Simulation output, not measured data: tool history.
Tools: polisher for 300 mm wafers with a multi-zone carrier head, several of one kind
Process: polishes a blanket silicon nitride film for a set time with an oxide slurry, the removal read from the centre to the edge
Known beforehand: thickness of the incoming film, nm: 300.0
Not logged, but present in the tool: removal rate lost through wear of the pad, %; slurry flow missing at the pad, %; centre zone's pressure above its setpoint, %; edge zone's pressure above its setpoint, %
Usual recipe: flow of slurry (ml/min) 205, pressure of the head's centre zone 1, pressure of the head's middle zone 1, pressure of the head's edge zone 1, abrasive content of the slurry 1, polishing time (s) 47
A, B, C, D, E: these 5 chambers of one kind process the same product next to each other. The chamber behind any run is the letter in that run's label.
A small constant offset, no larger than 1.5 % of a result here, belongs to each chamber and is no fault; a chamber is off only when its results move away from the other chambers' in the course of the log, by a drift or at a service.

run     day  flow of slurry (ml/min)  pressure of the head's centre zone  pressure of the head's middle zone  pressure of the head's edge zone  abrasive content of the slurry  polishing time (s)  wafers polished on this pad  hours since the slurry nozzle was cleaned  hours since the centre zone pressure was calibrated  hours since the edge zone pressure was calibrated  film removed at the wafer's centre (nm)  film removed at mid-radius (nm)  film removed at the wafer's edge (nm)
 1E   0.225                      205                                   1                                   1                                 1                               1                  47                          518                                      192.4                                               1298.2                                              270.9                                   31.502                           31.275                                   31.5
      0.329  -- chamber B: slurry nozzle cleaned
 2D   0.596                      205                                   1                                   1                                 1                               1                  47                          317                                        144                                                  755                                              438.8                                   31.067                           31.582                                 32.287
      0.608  -- chamber B: worn pad replaced by a new one
 3B   0.879                      205                                   1                                   1                                 1                               1                  47                           81                                       13.2                                                 57.7                                              372.9                                   31.899                           31.284                                 31.748
 4A   1.321                      205                                   1                                   1                                 1                               1                  47                          556                                      429.5                                                610.4                                              734.2                                   31.309                           31.918                                 31.473
 5C   1.575                      205                                   1                                   1                                 1                               1                  47                          797                                      293.5                                                604.8                                              107.1                                   31.521                           31.502                                  31.98
 6A    1.95                      205                                   1                                   1                                 1                               1                  47                          743                                      444.6                                                625.5                                              749.3                                    32.32                           31.923                                  30.99
      2.112  -- chamber A: worn pad replaced by a new one
 7E   2.212                      235                                   1                                   1                                 1                               1                  41                         1108                                      240.1                                               1345.9                                              318.6                                   28.258                           28.308                                  27.88
      2.233  -- chamber E: worn pad replaced by a new one
      2.404  -- chamber D: slurry nozzle cleaned
      2.604  -- chamber E: centre zone pressure recalibrated
 8C   2.621                      235                                   1                                   1                                 1                               1                  41                         1108                                      318.6                                                629.9                                              132.2                                   28.816                           28.538                                 27.742
 9B   2.862                      235                                   1                                   1                                 1                               1                  41                          670                                       60.8                                                105.3                                              420.5                                   28.091                            28.12                                 27.851
      3.033  -- chamber C: worn pad replaced by a new one
      3.208  -- chamber A: edge zone pressure recalibrated
10D   3.208                      235                                   1                                   1                                 1                               1                  41                         1093                                       19.3                                                817.7                                              501.5                                   27.613                           27.473                                 28.434
      3.312  -- chamber B: worn pad replaced by a new one
      3.562  -- chamber D: worn pad replaced by a new one
11E     3.7                      235                                   1                                   1                                 1                               1                  41                          436                                      275.8                                                 26.4                                              354.3                                   28.205                           27.979                                 27.815
12B   4.079                      205                                   1                                   1                                 1                               1                  47                          228                                         90                                                134.5                                              449.7                                   32.043                           32.011                                 31.548
13A   4.362                      205                                   1                                   1                                 1                               1                  47                          669                                      502.5                                                683.4                                               27.7                                   31.933                           31.404                                 31.489
14D   4.825                      205                                   1                                   1                                 1                               1                  47                          375                                       58.1                                                856.5                                              540.3                                   32.342                            31.58                                 32.077
15C   5.146                      205                                   1                                   1                                 1                               1                  47                          628                                      379.2                                                690.5                                              192.8                                   31.353                           31.876                                 31.708
      5.433  -- chamber A: worn pad replaced by a new one
16C   5.479                      205                                   1                                   1                                 1                               1                  47                          727                                      387.2                                                698.5                                              200.8                                   32.018                            32.23                                 31.746
      5.821  -- chamber E: worn pad replaced by a new one
17B     5.9                      205                                   1                                   1                                 1                               1                  47                          770                                      133.7                                                178.2                                              493.4                                   30.628                           31.911                                 31.812
18A   6.183                      205                                   1                                   1                                 1                               1                  47                          224                                      546.2                                                727.1                                               71.4                                   32.026                           31.798                                 31.277
      6.529  -- chamber B: worn pad replaced by a new one
19E   6.608                      205                                   1                                   1                                 1                               1                  47                          234                                      345.6                                                 96.2                                              424.1                                   32.054                            31.49                                 31.565
      6.621  -- chamber C: worn pad replaced by a new one
20D   7.079                      175                                   1                                1.08                                 1                               1                  47                         1045                                      112.2                                                910.6                                              594.4                                   30.557                           32.878                                 31.478
      7.246  -- chamber E: slurry nozzle cleaned
21A   7.425                      175                                   1                                1.08                                 1                               1                  47                          593                                        576                                                756.9                                              101.2                                   30.836                           33.689                                  30.81
22C   7.671                      175                                   1                                1.08                                 1                               1                  47                          312                                      439.8                                                751.1                                              253.4                                   30.833                           33.398                                 31.754
       7.85  -- chamber D: worn pad replaced by a new one
23B   7.933                      175                                   1                                1.08                                 1                               1                  47                          417                                      182.5                                                  227                                              542.2                                   30.402                           33.095                                 31.004
24E   8.171                      175                                   1                                1.08                                 1                               1                  47                          699                                       22.3                                                133.7                                              461.6                                   31.117                            33.67                                 30.654
      8.221  -- chamber B: edge zone pressure recalibrated
      8.312  -- chamber A: worn pad replaced by a new one
25D   8.667                      205                                   1                                   1                                 1                               1                  47                          243                                      150.3                                                948.7                                              632.5                                   31.729                           32.194                                 31.899
26C   9.083                      205                                   1                                0.89                                 1                               1                  47                          732                                      473.7                                                  785                                              287.3                                   31.489                           28.696                                 31.807
27B   9.358                      205                                   1                                0.89                                 1                               1                  47                          841                                      216.7                                                261.2                                               27.4                                   32.261                           28.656                                 31.547
      9.392  -- chamber E: worn pad replaced by a new one
28E   9.712                      205                                   1                                0.89                                 1                               1                  47                           95                                       59.3                                                170.7                                              498.6                                   31.891                           28.634                                 31.733
      9.762  -- chamber B: worn pad replaced by a new one
29A   9.938                      205                                   1                                0.89                                 1                               1                  47                          483                                      636.3                                                817.2                                              161.5                                   31.936                           28.318                                 31.562
30D  10.188                      205                                   1                                0.89                                 1                               1                  47                          695                                      186.8                                                985.2                                                669                                    30.84                           28.578                                 31.831
31A  10.538                      205                                   1                                   1                                 1                               1                  47                          662                                      650.7                                                831.6                                              175.9                                   31.689                           31.769                                 31.333
     10.621  -- chamber C: worn pad replaced by a new one
32D  10.892                      205                                   1                                   1                                 1                               1                  47                          905                                      203.7                                               1002.1                                              685.9                                   31.136                           32.035                                 32.134
     11.038  -- chamber A: worn pad replaced by a new one
     11.083  -- chamber D: centre zone pressure recalibrated
33B  11.125                      205                                0.91                                   1                              0.95                               1                  47                          405                                      259.1                                                303.6                                               69.8                                    28.69                           31.592                                 30.576
34C  11.396                      205                                0.91                                   1                              0.95                               1                  47                          230                                      529.2                                                840.5                                              342.8                                   28.314                           31.857                                 31.135
     11.638  -- chamber D: worn pad replaced by a new one
35E  11.662                      205                                0.91                                   1                              0.95                               1                  47                          675                                      106.1                                                217.5                                              545.4                                   28.675                           31.714                                 30.332
     12.104  -- chamber A: slurry nozzle cleaned
36D  12.142                      205                                0.91                                   1                              0.95                               1                  47                          150                                      233.7                                                 25.4                                              715.9                                   28.525                           32.143                                 31.136
      12.35  -- chamber D: slurry nozzle cleaned
37C  12.412                      205                                0.91                                   1                              0.95                               1                  47                          532                                      553.6                                                864.9                                              367.2                                   27.952                           31.922                                 31.179
     12.417  -- chamber B: centre zone pressure recalibrated
38B  12.717                      205                                   1                                   1                                 1                               1                  47                          878                                      297.3                                                  7.2                                                108                                   31.644                           31.405                                 31.792
     13.192  -- chamber B: worn pad replaced by a new one
39A  13.212                      205                                   1                                   1                                 1                               1                  47                          646                                       26.7                                                895.8                                              240.1                                   31.683                           32.121                                 31.295
40E  13.442                      205                                   1                                   1                                 1                               1                  47                         1204                                      148.8                                                260.2                                              588.1                                   32.802                           31.904                                 31.613
     13.562  -- chamber E: worn pad replaced by a new one
41B  13.875                      205                                   1                                   1                                 1                               1                  47                          204                                      325.1                                                   35                                              135.8                                   31.542                           31.601                                 31.681
42D  14.262                      205                                   1                                   1                                 1                               1                  47                          780                                       45.9                                                 76.3                                              766.8                                   31.502                           31.341                                 32.489
43C  14.492                      205                                   1                                   1                                 1                               1                  47                         1150                                      603.5                                                914.8                                              417.1                                    31.12                            32.03                                 31.973
44E  14.958                      205                                   1                                   1                                 1                               1                  47                          415                                      185.2                                                296.6                                              624.5                                   32.037                           31.628                                 31.233

All 5 chambers run these settings next. Forecast each chamber's results:
45A  15.312                      205                                   1                                   1                                 1                               1                  47                                                                                                                                                                                                                        ?                                ?                                      ?
45B  15.312                      205                                   1                                   1                                 1                               1                  47                                                                                                                                                                                                                        ?                                ?                                      ?
45C  15.312                      205                                   1                                   1                                 1                               1                  47                                                                                                                                                                                                                        ?                                ?                                      ?
45D  15.312                      205                                   1                                   1                                 1                               1                  47                                                                                                                                                                                                                        ?                                ?                                      ?
45E  15.312                      205                                   1                                   1                                 1                               1                  47                                                                                                                                                                                                                        ?                                ?                                      ?

run  film removed at the wafer's centre (nm)  film removed at mid-radius (nm)  film removed at the wafer's edge (nm)
45A                                   31.452                           31.552                                  31.23
45B                                   31.504                           31.507                                  31.37
45C                                   31.579                           31.996                                 31.862
45D                                   31.972                           31.355                                 32.418
45E                                   31.659                           32.046                                 31.719
